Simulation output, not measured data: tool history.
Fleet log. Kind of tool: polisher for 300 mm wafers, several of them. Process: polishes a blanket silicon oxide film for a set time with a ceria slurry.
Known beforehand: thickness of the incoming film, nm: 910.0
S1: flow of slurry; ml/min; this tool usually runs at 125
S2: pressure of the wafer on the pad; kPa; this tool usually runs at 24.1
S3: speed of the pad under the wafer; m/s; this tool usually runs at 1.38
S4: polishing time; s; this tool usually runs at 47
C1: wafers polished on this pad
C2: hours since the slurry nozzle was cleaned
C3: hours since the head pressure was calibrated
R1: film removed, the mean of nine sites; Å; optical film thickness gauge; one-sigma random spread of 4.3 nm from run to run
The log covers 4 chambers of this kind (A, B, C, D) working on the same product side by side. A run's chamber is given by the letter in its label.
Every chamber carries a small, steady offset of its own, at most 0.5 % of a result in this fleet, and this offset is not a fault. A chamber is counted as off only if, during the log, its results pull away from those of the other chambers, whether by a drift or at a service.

At hour 2.1: chamber C: head pressure recalibrated.
Run 1A, hour 10.0: usual settings; C1 201; C2 333.7; C3 339.1. Result: R1 3168.3 Å.
Run 2D, hour 17.9: usual settings; C1 510; C2 59.5; C3 791.5. Result: R1 3246.0 Å.
Run 3B, hour 23.9: usual settings; C1 313; C2 299.7; C3 800.3. Result: R1 3315.4 Å.
Run 4C, hour 33.1: usual settings; C1 349; C2 105.8; C3 31.1. Result: R1 3323.4 Å.
At hour 35.8: chamber D: worn pad replaced by a new one.
Run 5A, hour 38.0: usual settings; C1 468; C2 361.7; C3 367.1. Result: R1 3265.8 Å.
At hour 39.2: chamber A: worn pad replaced by a new one.
Run 6C, hour 47.2: usual settings but S3 1.80 m/s, S4 33 s; C1 484; C2 119.9; C3 45.2. Result: R1 2963.6 Å.
Run 7B, hour 52.9: usual settings but S3 1.80 m/s, S4 33 s; C1 589; C2 328.7; C3 829.3. Result: R1 2992.0 Å.
Run 8D, hour 62.8: usual settings but S3 1.80 m/s, S4 33 s; C1 257; C2 104.4; C3 836.4. Result: R1 3018.8 Å.
Run 9D, hour 69.6: usual settings but S3 1.80 m/s, S4 33 s; C1 322; C2 111.2; C3 843.2. Result: R1 3037.1 Å.
At hour 69.9: chamber D: head pressure recalibrated.
At hour 74.0: chamber C: worn pad replaced by a new one.
Run 10A, hour 79.0: usual settings; C1 379; C2 402.7; C3 408.1. Result: R1 3262.2 Å.
At hour 81.4: chamber B: slurry nozzle cleaned.
Run 11B, hour 84.1: usual settings; C1 886; C2 2.8; C3 860.5. Result: R1 3228.0 Å.
Run 12C, hour 89.3: usual settings; C1 145; C2 162.0; C3 87.3. Result: R1 3147.1 Å.
Run 13D, hour 95.6: usual settings; C1 570; C2 137.2; C3 25.8. Result: R1 3176.1 Å.
At hour 96.8: chamber A: worn pad replaced by a new one.
Run 14C, hour 102.8: usual settings; C1 274; C2 175.5; C3 100.8. Result: R1 3188.9 Å.
At hour 103.2: chamber D: worn pad replaced by a new one.
Run 15B, hour 112.6: usual settings; C1 1157; C2 31.3; C3 889.0. Result: R1 3306.6 Å.
Run 16A, hour 121.1: usual settings; C1 232; C2 444.8; C3 450.2. Result: R1 3257.5 Å.
Run 17B, hour 127.8: usual settings; C1 1302; C2 46.5; C3 904.2. Result: R1 3234.8 Å.
Run 18A, hour 133.6: usual settings; C1 351; C2 457.3; C3 462.7. Result: R1 3262.6 Å.
At hour 138.6: chamber B: head pressure recalibrated.
Run 19C, hour 143.1: usual settings; C1 658; C2 215.8; C3 141.1. Result: R1 3099.7 Å.
At hour 148.1: chamber A: worn pad replaced by a new one.
Run 20D, hour 148.9: usual settings but S4 32 s; C1 436; C2 190.5; C3 79.1. Result: R1 2186.7 Å.
At hour 150.3: chamber B: worn pad replaced by a new one.
At hour 150.4: chamber C: worn pad replaced by a new one.
Run 21D, hour 153.5: usual settings but S4 32 s; C1 480; C2 195.1; C3 83.7. Result: R1 2232.0 Å.
Run 22B, hour 162.0: usual settings but S4 32 s; C1 111; C2 80.7; C3 23.5. Result: R1 2173.4 Å.
Run 23C, hour 166.3: usual settings but S4 32 s; C1 151; C2 239.0; C3 164.3. Result: R1 2089.5 Å.
Run 24A, hour 174.5: usual settings but S1 100 ml/min, S3 1.00 m/s; C1 252; C2 498.2; C3 503.6. Result: R1 2242.0 Å.
At hour 180.3: chamber D: worn pad replaced by a new one.
Run 25C, hour 180.3: usual settings but S1 100 ml/min, S3 1.00 m/s; C1 284; C2 253.0; C3 178.3. Result: R1 2049.5 Å.
Run 26D, hour 186.5: usual settings but S1 100 ml/min, S3 1.00 m/s; C1 59; C2 228.1; C3 116.7. Result: R1 2307.3 Å.
Run 27A, hour 191.7: usual settings but S1 100 ml/min, S3 1.00 m/s; C1 415; C2 515.4; C3 520.8. Result: R1 2252.6 Å.
At hour 193.4: chamber A: worn pad replaced by a new one.
Run 28B, hour 199.2: usual settings; C1 465; C2 117.9; C3 60.7. Result: R1 3206.6 Å.
Run 29B, hour 207.8: usual settings; C1 547; C2 126.5; C3 69.3. Result: R1 3221.1 Å.
Run 30C, hour 212.7: usual settings; C1 593; C2 285.4; C3 210.7. Result: R1 2969.8 Å.
Run 31D, hour 217.1: usual settings; C1 350; C2 258.7; C3 147.3. Result: R1 3262.1 Å.
Run 32A, hour 223.4: usual settings; C1 286; C2 547.1; C3 552.5. Result: R1 3269.0 Å.
Run 33A, hour 231.5: usual settings; C1 363; C2 555.2; C3 560.6. Result: R1 3211.7 Å.

For the next run the whole fleet of 4 chambers uses the same settings. Give each chamber's results:
Run 34A, hour 238.7: usual settings but S4 56 s. Result: R1 ?.
Run 34B, hour 238.7: usual settings but S4 56 s. Result: R1 ?.
Run 34C, hour 238.7: usual settings but S4 56 s. Result: R1 ?.
Run 34D, hour 238.7: usual settings but S4 56 s. Result: R1 ?.

run      R1
34A  3807.0
34B  3777.8
34C  3403.6
34D  3898.7
